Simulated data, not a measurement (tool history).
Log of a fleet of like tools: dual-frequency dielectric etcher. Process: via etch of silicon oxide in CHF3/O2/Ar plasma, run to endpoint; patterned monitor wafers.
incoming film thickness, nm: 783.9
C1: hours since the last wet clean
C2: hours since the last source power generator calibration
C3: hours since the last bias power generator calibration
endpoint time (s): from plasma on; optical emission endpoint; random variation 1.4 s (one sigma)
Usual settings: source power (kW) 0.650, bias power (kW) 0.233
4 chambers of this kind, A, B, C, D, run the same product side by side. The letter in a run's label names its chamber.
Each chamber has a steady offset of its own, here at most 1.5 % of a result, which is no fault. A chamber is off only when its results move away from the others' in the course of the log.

{"run": "1B", "hour": 4.4, "source power (kW)": 0.65, "bias power (kW)": 0.233, "C1": 220.8, "C2": 239.6, "C3": 4709.8, "endpoint time (s)": 351.49}
{"run": "2D", "hour": 8.9, "source power (kW)": 0.65, "bias power (kW)": 0.233, "C1": 332.0, "C2": 1828.6, "C3": 274.9, "endpoint time (s)": 352.05}
{"run": "3A", "hour": 17.4, "source power (kW)": 0.65, "bias power (kW)": 0.233, "C1": 63.0, "C2": 3443.6, "C3": 1554.9, "endpoint time (s)": 357.91}
{"run": "4C", "hour": 21.1, "source power (kW)": 0.65, "bias power (kW)": 0.233, "C1": 381.3, "C2": 1585.8, "C3": 45.7, "endpoint time (s)": 353.65}
{"run": "5D", "hour": 27.0, "source power (kW)": 0.65, "bias power (kW)": 0.233, "C1": 350.1, "C2": 1846.7, "C3": 293.0, "endpoint time (s)": 354.3}
{"run": "6A", "hour": 31.3, "source power (kW)": 0.65, "bias power (kW)": 0.233, "C1": 76.9, "C2": 3457.5, "C3": 1568.8, "endpoint time (s)": 359.36}
{"run": "7B", "hour": 37.3, "source power (kW)": 0.65, "bias power (kW)": 0.233, "C1": 253.7, "C2": 272.5, "C3": 4742.7, "endpoint time (s)": 351.23}
{"run": "8C", "hour": 41.8, "source power (kW)": 0.65, "bias power (kW)": 0.233, "C1": 402.0, "C2": 1606.5, "C3": 66.4, "endpoint time (s)": 351.18}
{"run": "9C", "hour": 49.2, "source power (kW)": 0.65, "bias power (kW)": 0.233, "C1": 409.4, "C2": 1613.9, "C3": 73.8, "endpoint time (s)": 352.88}
{"run": "10D", "hour": 56.9, "source power (kW)": 0.76, "bias power (kW)": 0.204, "C1": 380.0, "C2": 1876.6, "C3": 322.9, "endpoint time (s)": 350.51}
{"run": "11B", "hour": 60.7, "source power (kW)": 0.76, "bias power (kW)": 0.204, "C1": 277.1, "C2": 295.9, "C3": 4766.1, "endpoint time (s)": 345.4}
{"run": "12A", "hour": 66.2, "source power (kW)": 0.76, "bias power (kW)": 0.204, "C1": 111.8, "C2": 3492.4, "C3": 1603.7, "endpoint time (s)": 352.26}
{"run": "13B", "hour": 74.6, "source power (kW)": 0.76, "bias power (kW)": 0.204, "C1": 291.0, "C2": 309.8, "C3": 4780.0, "endpoint time (s)": 343.83}
{"run": "14C", "hour": 79.6, "source power (kW)": 0.65, "bias power (kW)": 0.233, "C1": 439.8, "C2": 1644.3, "C3": 104.2, "endpoint time (s)": 353.86}
{"run": "15D", "hour": 86.4, "source power (kW)": 0.65, "bias power (kW)": 0.233, "C1": 409.5, "C2": 1906.1, "C3": 352.4, "endpoint time (s)": 352.61}
{"run": "16A", "hour": 93.3, "source power (kW)": 0.65, "bias power (kW)": 0.275, "C1": 138.9, "C2": 3519.5, "C3": 1630.8, "endpoint time (s)": 337.57}
{"run": "17A", "hour": 99.0, "source power (kW)": 0.65, "bias power (kW)": 0.275, "C1": 144.6, "C2": 3525.2, "C3": 1636.5, "endpoint time (s)": 337.03}
{"run": "18C", "hour": 107.5, "source power (kW)": 0.65, "bias power (kW)": 0.275, "C1": 467.7, "C2": 1672.2, "C3": 132.1, "endpoint time (s)": 329.66}
{"run": "19B", "hour": 111.6, "source power (kW)": 0.65, "bias power (kW)": 0.275, "C1": 328.0, "C2": 346.8, "C3": 4817.0, "endpoint time (s)": 326.87}
{"run": "20D", "hour": 119.5, "source power (kW)": 0.65, "bias power (kW)": 0.233, "C1": 442.6, "C2": 1939.2, "C3": 385.5, "endpoint time (s)": 355.23}
{"run": "21C", "hour": 125.2, "source power (kW)": 0.65, "bias power (kW)": 0.233, "C1": 485.4, "C2": 1689.9, "C3": 149.8, "endpoint time (s)": 351.73}
{"run": "22A", "hour": 130.5, "source power (kW)": 0.65, "bias power (kW)": 0.233, "C1": 176.1, "C2": 3556.7, "C3": 1668.0, "endpoint time (s)": 356.74}
{"run": "23B", "hour": 136.7, "source power (kW)": 0.65, "bias power (kW)": 0.233, "C1": 353.1, "C2": 371.9, "C3": 4842.1, "endpoint time (s)": 342.1}
{"run": "24D", "hour": 140.7, "source power (kW)": 0.65, "bias power (kW)": 0.233, "C1": 463.8, "C2": 1960.4, "C3": 406.7, "endpoint time (s)": 353.97}
{"run": "25A", "hour": 145.0, "source power (kW)": 0.65, "bias power (kW)": 0.233, "C1": 190.6, "C2": 3571.2, "C3": 1682.5, "endpoint time (s)": 355.68}
{"run": "26D", "hour": 153.1, "source power (kW)": 0.65, "bias power (kW)": 0.233, "C1": 476.2, "C2": 1972.8, "C3": 419.1, "endpoint time (s)": 352.83}
{"run": "27C", "hour": 158.2, "source power (kW)": 0.65, "bias power (kW)": 0.233, "C1": 518.4, "C2": 1722.9, "C3": 182.8, "endpoint time (s)": 350.41}
{"run": "28B", "hour": 164.4, "source power (kW)": 0.65, "bias power (kW)": 0.233, "C1": 380.8, "C2": 399.6, "C3": 4869.8, "endpoint time (s)": 338.42}

Is one chamber off against the others, does the gauge drift, or is nothing wrong? If a chamber is off, say which, and what the likeliest cause is.

Chamber B drifts away from the others.
Cause: etch rate over this chamber's usual, % = 3.82.

Here are 4 candidates for chamber B's next run, each the usual settings with a change, their results left as question marks. Which one brings its results back in line with what the others give on the usual settings?
In line means no further than this from the other chambers' mean on the usual settings: endpoint time (s) 5.10
{"run": "29B-1", "hour": 170.6, "source power (kW)": 0.69, "bias power (kW)": 0.248, "endpoint time (s)": "?"}
{"run": "29B-2", "hour": 170.6, "source power (kW)": 0.53, "bias power (kW)": 0.233, "endpoint time (s)": "?"}
{"run": "29B-3", "hour": 170.6, "source power (kW)": 0.61, "bias power (kW)": 0.218, "endpoint time (s)": "?"}
{"run": "29B-4", "hour": 170.6, "source power (kW)": 0.65, "bias power (kW)": 0.291, "endpoint time (s)": "?"}

The other chambers' mean on the usual settings: endpoint time (s) 354.31
run=29B-1 endpoint_time_(s)=323.79
run=29B-2 endpoint_time_(s)=365.34
run=29B-3 endpoint_time_(s)=354.72
run=29B-4 endpoint_time_(s)=312.72
29B-3 brings the chamber back in line.
